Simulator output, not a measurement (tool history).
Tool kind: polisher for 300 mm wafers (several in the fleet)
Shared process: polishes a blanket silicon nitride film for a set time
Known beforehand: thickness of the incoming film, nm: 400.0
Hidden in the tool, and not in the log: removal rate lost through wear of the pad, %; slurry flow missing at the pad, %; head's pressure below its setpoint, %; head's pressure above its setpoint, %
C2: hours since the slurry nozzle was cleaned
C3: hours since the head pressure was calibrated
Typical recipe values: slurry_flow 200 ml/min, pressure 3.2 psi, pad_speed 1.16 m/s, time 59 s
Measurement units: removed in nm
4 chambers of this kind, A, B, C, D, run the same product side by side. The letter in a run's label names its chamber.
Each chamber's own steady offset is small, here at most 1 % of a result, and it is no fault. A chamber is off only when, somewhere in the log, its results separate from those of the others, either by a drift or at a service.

{"run": "1C", "hour": 6.6, "slurry_flow": 200, "pressure": 3.2, "pad_speed": 1.16, "time": 59, "wafers polished on this pad": 210, "C2": 111.9, "C3": 178.5, "removed": 97.948}
{"run": "2A", "hour": 13.1, "slurry_flow": 200, "pressure": 3.2, "pad_speed": 1.16, "time": 59, "wafers polished on this pad": 1193, "C2": 89.1, "C3": 1111, "removed": 97.917}
{"hour": 15.6, "done": "chamber A: worn pad replaced by a new one"}
{"run": "3B", "hour": 20.9, "slurry_flow": 200, "pressure": 3.2, "pad_speed": 1.16, "time": 59, "wafers polished on this pad": 247, "C2": 290.4, "C3": 224, "removed": 97.463}
{"run": "4D", "hour": 26.8, "slurry_flow": 200, "pressure": 3.2, "pad_speed": 1.16, "time": 59, "wafers polished on this pad": 602, "C2": 463, "C3": 505.8, "removed": 99.751}
{"run": "5D", "hour": 36.4, "slurry_flow": 200, "pressure": 3.2, "pad_speed": 1.16, "time": 59, "wafers polished on this pad": 677, "C2": 472.6, "C3": 515.4, "removed": 99.824}
{"run": "6B", "hour": 41.4, "slurry_flow": 200, "pressure": 3.2, "pad_speed": 1.16, "time": 59, "wafers polished on this pad": 407, "C2": 310.9, "C3": 244.5, "removed": 97.65}
{"run": "7A", "hour": 50.4, "slurry_flow": 250, "pressure": 3.2, "pad_speed": 1.16, "time": 50, "wafers polished on this pad": 272, "C2": 126.4, "C3": 1148.3, "removed": 84.839}
{"hour": 54.7, "done": "chamber D: worn pad replaced by a new one"}
{"run": "8C", "hour": 58.7, "slurry_flow": 250, "pressure": 3.2, "pad_speed": 1.16, "time": 50, "wafers polished on this pad": 617, "C2": 164, "C3": 230.6, "removed": 85.171}
{"run": "9B", "hour": 68.1, "slurry_flow": 250, "pressure": 3.2, "pad_speed": 1.16, "time": 50, "wafers polished on this pad": 616, "C2": 337.6, "C3": 271.2, "removed": 84.872}
{"run": "10D", "hour": 78.2, "slurry_flow": 250, "pressure": 3.2, "pad_speed": 1.16, "time": 50, "wafers polished on this pad": 183, "C2": 514.4, "C3": 557.2, "removed": 85.875}
{"hour": 85.2, "done": "chamber A: head pressure recalibrated"}
{"hour": 86.1, "done": "chamber B: slurry nozzle cleaned"}
{"hour": 86.7, "done": "chamber C: worn pad replaced by a new one"}
{"run": "11A", "hour": 87.6, "slurry_flow": 200, "pressure": 3.2, "pad_speed": 1.42, "time": 73, "wafers polished on this pad": 562, "C2": 163.6, "C3": 2.5, "removed": 136.62}
{"run": "12C", "hour": 93.6, "slurry_flow": 200, "pressure": 3.2, "pad_speed": 1.42, "time": 73, "wafers polished on this pad": 54, "C2": 198.9, "C3": 265.5, "removed": 142.32}
{"run": "13C", "hour": 103.4, "slurry_flow": 200, "pressure": 3.2, "pad_speed": 1.42, "time": 73, "wafers polished on this pad": 131, "C2": 208.7, "C3": 275.3, "removed": 142.82}
{"run": "14D", "hour": 108.3, "slurry_flow": 200, "pressure": 3.2, "pad_speed": 1.42, "time": 73, "wafers polished on this pad": 418, "C2": 544.5, "C3": 587.3, "removed": 146.25}
{"run": "15A", "hour": 118.9, "slurry_flow": 200, "pressure": 3.2, "pad_speed": 1.16, "time": 59, "wafers polished on this pad": 807, "C2": 194.9, "C3": 33.8, "removed": 92.293}
{"run": "16B", "hour": 126.8, "slurry_flow": 200, "pressure": 3.2, "pad_speed": 1.16, "time": 59, "wafers polished on this pad": 1074, "C2": 40.7, "C3": 329.9, "removed": 97.688}
{"hour": 129.4, "done": "chamber D: head pressure recalibrated"}
{"run": "17A", "hour": 134.5, "slurry_flow": 200, "pressure": 3.2, "pad_speed": 1.16, "time": 59, "wafers polished on this pad": 928, "C2": 210.5, "C3": 49.4, "removed": 92.176}
{"run": "18B", "hour": 140.8, "slurry_flow": 200, "pressure": 3.2, "pad_speed": 1.16, "time": 59, "wafers polished on this pad": 1183, "C2": 54.7, "C3": 343.9, "removed": 97.072}
{"hour": 143.8, "done": "chamber C: head pressure recalibrated"}
{"run": "19C", "hour": 148.1, "slurry_flow": 200, "pressure": 3.2, "pad_speed": 1.16, "time": 59, "wafers polished on this pad": 480, "C2": 253.4, "C3": 4.3, "removed": 99.82}
{"hour": 148.9, "done": "chamber B: worn pad replaced by a new one"}
{"hour": 150.8, "done": "chamber D: worn pad replaced by a new one"}
{"run": "20D", "hour": 156.2, "slurry_flow": 200, "pressure": 3.2, "pad_speed": 1.16, "time": 59, "wafers polished on this pad": 42, "C2": 592.4, "C3": 26.8, "removed": 97.872}
{"run": "21B", "hour": 162.0, "slurry_flow": 200, "pressure": 3.2, "pad_speed": 1.38, "time": 52, "wafers polished on this pad": 102, "C2": 75.9, "C3": 365.1, "removed": 100.14}
{"hour": 169.7, "done": "chamber A: worn pad replaced by a new one"}
{"run": "22C", "hour": 169.7, "slurry_flow": 200, "pressure": 3.2, "pad_speed": 1.38, "time": 52, "wafers polished on this pad": 648, "C2": 275, "C3": 25.9, "removed": 99.415}
{"run": "23D", "hour": 174.7, "slurry_flow": 200, "pressure": 3.2, "pad_speed": 1.38, "time": 52, "wafers polished on this pad": 186, "C2": 610.9, "C3": 45.3, "removed": 100.04}
{"run": "24A", "hour": 184.3, "slurry_flow": 200, "pressure": 3.2, "pad_speed": 1.38, "time": 52, "wafers polished on this pad": 114, "C2": 260.3, "C3": 99.2, "removed": 92.374}
{"run": "25D", "hour": 192.0, "slurry_flow": 225, "pressure": 3.8, "pad_speed": 1.16, "time": 59, "wafers polished on this pad": 322, "C2": 628.2, "C3": 62.6, "removed": 118.39}

Is one chamber out of step, is the gauge drifting, or do the chambers differ by no more than their own small offsets? For an off chamber, give its letter and the likeliest cause.

A service left chamber A off against the others.
Most likely cause: head's pressure below its setpoint, % = 4.78.

Which of the 4 candidates below, each the usual settings with something changed and its results left as question marks, puts chamber A back in line with what the other chambers give on the usual settings?
In line means no further than this from the other chambers' mean on the usual settings: removed 2.5 nm
{"run": "26A-1", "hour": 199.9, "slurry_flow": 200, "pressure": 3.3, "pad_speed": 1.2, "time": 59, "removed": "?"}
{"run": "26A-2", "hour": 199.9, "slurry_flow": 200, "pressure": 3.1, "pad_speed": 1.14, "time": 58, "removed": "?"}
{"run": "26A-3", "hour": 199.9, "slurry_flow": 200, "pressure": 3.2, "pad_speed": 1.24, "time": 64, "removed": "?"}
{"run": "26A-4", "hour": 199.9, "slurry_flow": 200, "pressure": 3, "pad_speed": 1.16, "time": 55, "removed": "?"}

Other chambers, usual settings, mean: removed 98.418 nm
run=26A-1 removed=98.219
run=26A-2 removed=86.986
run=26A-3 removed=106
run=26A-4 removed=80.899
It is 26A-1 that realigns the chamber with its peers.
